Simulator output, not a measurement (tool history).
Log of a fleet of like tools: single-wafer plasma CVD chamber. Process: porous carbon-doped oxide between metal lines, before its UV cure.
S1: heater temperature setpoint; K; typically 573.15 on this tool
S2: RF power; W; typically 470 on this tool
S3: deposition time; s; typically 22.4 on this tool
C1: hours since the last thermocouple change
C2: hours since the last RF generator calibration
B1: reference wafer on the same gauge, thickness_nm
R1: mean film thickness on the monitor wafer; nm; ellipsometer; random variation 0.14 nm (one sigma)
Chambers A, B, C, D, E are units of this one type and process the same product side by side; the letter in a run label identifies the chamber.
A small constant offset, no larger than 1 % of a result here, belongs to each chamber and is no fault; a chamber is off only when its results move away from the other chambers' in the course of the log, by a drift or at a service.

Run 1E, hour 13.2: usual settings; C1 1674.7; C2 765.2; B1 101.01. Result: R1 116.94 nm.
Run 2C, hour 19.8: usual settings; C1 772.1; C2 732.6; B1 101.03. Result: R1 116.53 nm.
Run 3B, hour 30.2: usual settings; C1 122.9; C2 820.2; B1 101.07. Result: R1 116.89 nm.
Run 4D, hour 38.8: usual settings; C1 1790.9; C2 41.0; B1 101.08. Result: R1 116.56 nm.
Run 5A, hour 48.5: usual settings; C1 480.8; C2 861.1; B1 101.06. Result: R1 118.05 nm.
Run 6C, hour 59.8: usual settings; C1 812.1; C2 772.6; B1 101.11. Result: R1 116.97 nm.
Run 7B, hour 66.6: usual settings; C1 159.3; C2 856.6; B1 101.07. Result: R1 117.30 nm.
Run 8E, hour 79.7: usual settings; C1 1741.2; C2 831.7; B1 101.12. Result: R1 117.27 nm.
Run 9A, hour 92.8: usual settings but S1 560.15 K, S2 535 W; C1 525.1; C2 905.4; B1 101.15. Result: R1 139.41 nm.
Run 10D, hour 98.5: usual settings but S1 560.15 K, S2 535 W; C1 1850.6; C2 100.7; B1 101.13. Result: R1 137.75 nm.
Run 11C, hour 108.1: usual settings but S1 560.15 K, S2 535 W; C1 860.4; C2 820.9; B1 101.16. Result: R1 138.04 nm.
Run 12E, hour 115.8: usual settings but S1 560.15 K, S2 535 W; C1 1777.3; C2 867.8; B1 101.15. Result: R1 137.84 nm.
Run 13D, hour 122.5: usual settings but S1 560.15 K, S2 535 W; C1 1874.6; C2 124.7; B1 101.20. Result: R1 138.08 nm.
Run 14B, hour 132.9: usual settings; C1 225.6; C2 922.9; B1 101.20. Result: R1 117.62 nm.
Run 15A, hour 142.5: usual settings; C1 574.8; C2 955.1; B1 101.20. Result: R1 118.50 nm.
Run 16D, hour 150.9: usual settings; C1 1903.0; C2 153.1; B1 101.22. Result: R1 116.88 nm.
Run 17E, hour 161.7: usual settings; C1 1823.2; C2 913.7; B1 101.23. Result: R1 117.14 nm.
Run 18A, hour 173.1: usual settings; C1 605.4; C2 985.7; B1 101.28. Result: R1 118.08 nm.
Run 19B, hour 180.4: usual settings; C1 273.1; C2 970.4; B1 101.29. Result: R1 117.50 nm.
Run 20C, hour 193.1: usual settings; C1 945.4; C2 905.9; B1 101.26. Result: R1 116.92 nm.
Run 21D, hour 199.9: usual settings; C1 1952.0; C2 202.1; B1 101.32. Result: R1 117.08 nm.
Run 22C, hour 206.0: usual settings; C1 958.3; C2 918.8; B1 101.26. Result: R1 117.12 nm.
Run 23A, hour 216.6: usual settings; C1 648.9; C2 1029.2; B1 101.32. Result: R1 118.57 nm.
Run 24B, hour 224.0: usual settings; C1 316.7; C2 1014.0; B1 101.30. Result: R1 117.78 nm.
Run 25E, hour 231.6: usual settings; C1 1893.1; C2 983.6; B1 101.34. Result: R1 117.35 nm.
Run 26E, hour 241.6: usual settings; C1 1903.1; C2 993.6; B1 101.34. Result: R1 117.31 nm.
Run 27C, hour 250.9: usual settings but S3 24.4 s; C1 1003.2; C2 963.7; B1 101.39. Result: R1 127.19 nm.
Run 28D, hour 261.4: usual settings but S3 24.4 s; C1 2013.5; C2 263.6; B1 101.42. Result: R1 127.14 nm.
Run 29B, hour 270.1: usual settings but S3 24.4 s; C1 362.8; C2 1060.1; B1 101.36. Result: R1 127.69 nm.
Run 30A, hour 281.1: usual settings but S3 24.4 s; C1 713.4; C2 1093.7; B1 101.38. Result: R1 128.57 nm.
At hour 286.2: chamber D: thermocouple changed; heater temperature recalibrated.
Run 31D, hour 287.4: usual settings but S3 24.4 s; C1 1.3; C2 289.6; B1 101.43. Result: R1 126.92 nm.
Run 32B, hour 295.7: usual settings; C1 388.4; C2 1085.7; B1 101.44. Result: R1 117.76 nm.
Run 33A, hour 303.7: usual settings; C1 736.0; C2 1116.3; B1 101.44. Result: R1 118.50 nm.
Run 34E, hour 313.8: usual settings; C1 1975.3; C2 1065.8; B1 101.48. Result: R1 117.61 nm.
Run 35C, hour 320.7: usual settings but S2 530 W; C1 1073.0; C2 1033.5; B1 101.45. Result: R1 127.07 nm.
Run 36C, hour 333.1: usual settings but S2 530 W; C1 1085.4; C2 1045.9; B1 101.48. Result: R1 127.01 nm.
Run 37E, hour 344.3: usual settings but S2 530 W; C1 2005.8; C2 1096.3; B1 101.49. Result: R1 127.27 nm.

Next, every chamber runs the same settings. What will each give?
Run 38A, hour 353.8: usual settings. Result: R1 ?.
Run 38B, hour 353.8: usual settings. Result: R1 ?.
Run 38C, hour 353.8: usual settings. Result: R1 ?.
Run 38D, hour 353.8: usual settings. Result: R1 ?.
Run 38E, hour 353.8: usual settings. Result: R1 ?.

run      R1
38A  118.73
38B  117.89
38C  117.07
38D  117.20
38E  117.35
